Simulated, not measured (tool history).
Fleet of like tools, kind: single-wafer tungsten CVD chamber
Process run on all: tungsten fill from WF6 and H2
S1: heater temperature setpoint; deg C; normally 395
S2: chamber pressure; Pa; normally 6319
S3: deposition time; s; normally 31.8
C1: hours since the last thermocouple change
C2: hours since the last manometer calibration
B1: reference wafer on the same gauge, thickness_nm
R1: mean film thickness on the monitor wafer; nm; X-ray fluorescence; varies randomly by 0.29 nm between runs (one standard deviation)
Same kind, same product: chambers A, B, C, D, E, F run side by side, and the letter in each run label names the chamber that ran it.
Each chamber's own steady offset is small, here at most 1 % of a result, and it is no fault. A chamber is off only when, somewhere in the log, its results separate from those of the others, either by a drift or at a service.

{"run": "1E", "day": 0.088, "S1": 395, "S2": 6319, "S3": 31.8, "C1": 689.7, "C2": 717.9, "B1": 83.956, "R1": 104.51}
{"run": "2B", "day": 0.246, "S1": 395, "S2": 6319, "S3": 31.8, "C1": 1343, "C2": 229.2, "B1": 83.998, "R1": 104.45}
{"run": "3D", "day": 0.367, "S1": 395, "S2": 6319, "S3": 31.8, "C1": 471.3, "C2": 2549, "B1": 83.959, "R1": 104.87}
{"day": 0.388, "done": "chamber C: capacitance manometer re-zeroed and calibrated"}
{"run": "4C", "day": 0.533, "S1": 395, "S2": 6319, "S3": 31.8, "C1": 1917.7, "C2": 3.6, "B1": 84.029, "R1": 104.17}
{"run": "5A", "day": 0.646, "S1": 395, "S2": 6319, "S3": 31.8, "C1": 455.7, "C2": 1748.9, "B1": 83.979, "R1": 103.29}
{"run": "6F", "day": 0.829, "S1": 395, "S2": 6319, "S3": 31.8, "C1": 349.8, "C2": 331.3, "B1": 83.979, "R1": 103.68}
{"run": "7A", "day": 0.921, "S1": 395, "S2": 6319, "S3": 31.8, "C1": 462.3, "C2": 1755.5, "B1": 84.044, "R1": 103.36}
{"run": "8E", "day": 1.092, "S1": 395, "S2": 6319, "S3": 31.8, "C1": 713.8, "C2": 742, "B1": 83.994, "R1": 104.52}
{"run": "9C", "day": 1.188, "S1": 395, "S2": 6319, "S3": 31.8, "C1": 1933.4, "C2": 19.3, "B1": 84.051, "R1": 104.46}
{"run": "10F", "day": 1.3, "S1": 395, "S2": 6319, "S3": 31.8, "C1": 361.1, "C2": 342.6, "B1": 84.003, "R1": 103.15}
{"run": "11B", "day": 1.383, "S1": 395, "S2": 6319, "S3": 31.8, "C1": 1370.3, "C2": 256.5, "B1": 83.953, "R1": 103.8}
{"run": "12D", "day": 1.55, "S1": 395, "S2": 6319, "S3": 31.8, "C1": 499.7, "C2": 2577.4, "B1": 83.975, "R1": 104.5}
{"run": "13A", "day": 1.683, "S1": 406, "S2": 6319, "S3": 31.8, "C1": 480.6, "C2": 1773.8, "B1": 84.048, "R1": 127.05}
{"run": "14E", "day": 1.821, "S1": 406, "S2": 6319, "S3": 31.8, "C1": 731.3, "C2": 759.5, "B1": 83.984, "R1": 127.45}
{"run": "15D", "day": 1.925, "S1": 406, "S2": 6319, "S3": 31.8, "C1": 508.7, "C2": 2586.4, "B1": 84.038, "R1": 128.26}
{"run": "16B", "day": 2.062, "S1": 406, "S2": 6319, "S3": 31.8, "C1": 1386.6, "C2": 272.8, "B1": 84.032, "R1": 126.67}
{"run": "17C", "day": 2.154, "S1": 406, "S2": 6319, "S3": 31.8, "C1": 1956.6, "C2": 42.5, "B1": 84.004, "R1": 127.2}
{"run": "18F", "day": 2.338, "S1": 406, "S2": 6319, "S3": 31.8, "C1": 386, "C2": 367.5, "B1": 84.012, "R1": 126.81}
{"run": "19E", "day": 2.421, "S1": 395, "S2": 6319, "S3": 31.8, "C1": 745.7, "C2": 773.9, "B1": 84.056, "R1": 104.1}
{"run": "20A", "day": 2.55, "S1": 395, "S2": 6319, "S3": 31.8, "C1": 501.4, "C2": 1794.6, "B1": 84.005, "R1": 103.54}
{"run": "21F", "day": 2.7, "S1": 395, "S2": 6319, "S3": 31.8, "C1": 394.7, "C2": 376.2, "B1": 83.916, "R1": 103.32}
{"run": "22D", "day": 2.825, "S1": 395, "S2": 6319, "S3": 31.8, "C1": 530.3, "C2": 2608, "B1": 83.947, "R1": 104.82}
{"day": 2.908, "done": "chamber D: capacitance manometer re-zeroed and calibrated"}
{"run": "23C", "day": 2.954, "S1": 395, "S2": 7053, "S3": 36.8, "C1": 1975.8, "C2": 61.7, "B1": 84.001, "R1": 127.49}
{"run": "24B", "day": 3.096, "S1": 395, "S2": 7053, "S3": 36.8, "C1": 1411.4, "C2": 297.6, "B1": 84.026, "R1": 126.97}
{"run": "25E", "day": 3.262, "S1": 395, "S2": 7053, "S3": 36.8, "C1": 765.9, "C2": 794.1, "B1": 84.06, "R1": 126.94}
{"run": "26B", "day": 3.362, "S1": 395, "S2": 7053, "S3": 36.8, "C1": 1417.8, "C2": 304, "B1": 83.953, "R1": 127.4}
{"run": "27C", "day": 3.504, "S1": 395, "S2": 7053, "S3": 36.8, "C1": 1989, "C2": 74.9, "B1": 84.022, "R1": 127.24}
{"run": "28F", "day": 3.642, "S1": 395, "S2": 7053, "S3": 36.8, "C1": 417.3, "C2": 398.8, "B1": 84.058, "R1": 125.97}
{"run": "29A", "day": 3.75, "S1": 395, "S2": 6319, "S3": 31.8, "C1": 530.2, "C2": 1823.4, "B1": 84.074, "R1": 103.5}
{"run": "30D", "day": 3.896, "S1": 395, "S2": 6319, "S3": 31.8, "C1": 556, "C2": 23.7, "B1": 84, "R1": 108.19}
{"run": "31A", "day": 4.012, "S1": 395, "S2": 6319, "S3": 31.8, "C1": 536.5, "C2": 1829.7, "B1": 84.096, "R1": 103.32}
{"run": "32B", "day": 4.146, "S1": 395, "S2": 6319, "S3": 31.8, "C1": 1436.6, "C2": 322.8, "B1": 84.006, "R1": 104.29}
{"run": "33D", "day": 4.254, "S1": 395, "S2": 6319, "S3": 31.8, "C1": 564.6, "C2": 32.3, "B1": 84.039, "R1": 108.24}
{"run": "34F", "day": 4.367, "S1": 400, "S2": 7373, "S3": 31.8, "C1": 434.7, "C2": 416.2, "B1": 84.009, "R1": 121.37}
{"run": "35C", "day": 4.45, "S1": 400, "S2": 7373, "S3": 31.8, "C1": 2011.7, "C2": 97.6, "B1": 83.972, "R1": 122.98}
{"run": "36E", "day": 4.55, "S1": 400, "S2": 7373, "S3": 31.8, "C1": 796.8, "C2": 825, "B1": 83.966, "R1": 123.27}

Decide between three cases: one chamber stands off from its peers, the gauge reading all wafers drifts, or nothing is wrong past each chamber's small offset. Where a chamber is off, say which and what most likely put it there.

The work done on chamber D during a service left it standing apart from the others.
Cause: true pressure above the setpoint (%) = 6.56.

Here are 4 candidates for chamber D's next run, each the usual settings with a change, their results left as question marks. Which one brings its results back in line with what the others give on the usual settings?
Allowed miss from the other chambers' usual-settings mean, per result, to count as in line: R1 1 nm
{"run": "37D-1", "day": 4.683, "S1": 395, "S2": 7173, "S3": 31.8, "R1": "?"}
{"run": "37D-2", "day": 4.683, "S1": 392, "S2": 6319, "S3": 31.8, "R1": "?"}
{"run": "37D-3", "day": 4.683, "S1": 395, "S2": 6439, "S3": 32.7, "R1": "?"}
{"run": "37D-4", "day": 4.683, "S1": 394, "S2": 6266, "S3": 31.4, "R1": "?"}

On the usual settings, the other chambers give on average: R1 104.05 nm
run=37D-1 R1=114.12
run=37D-2 R1=101.91
run=37D-3 R1=111.9
run=37D-4 R1=104.13
It is 37D-4 that realigns the chamber with its peers.
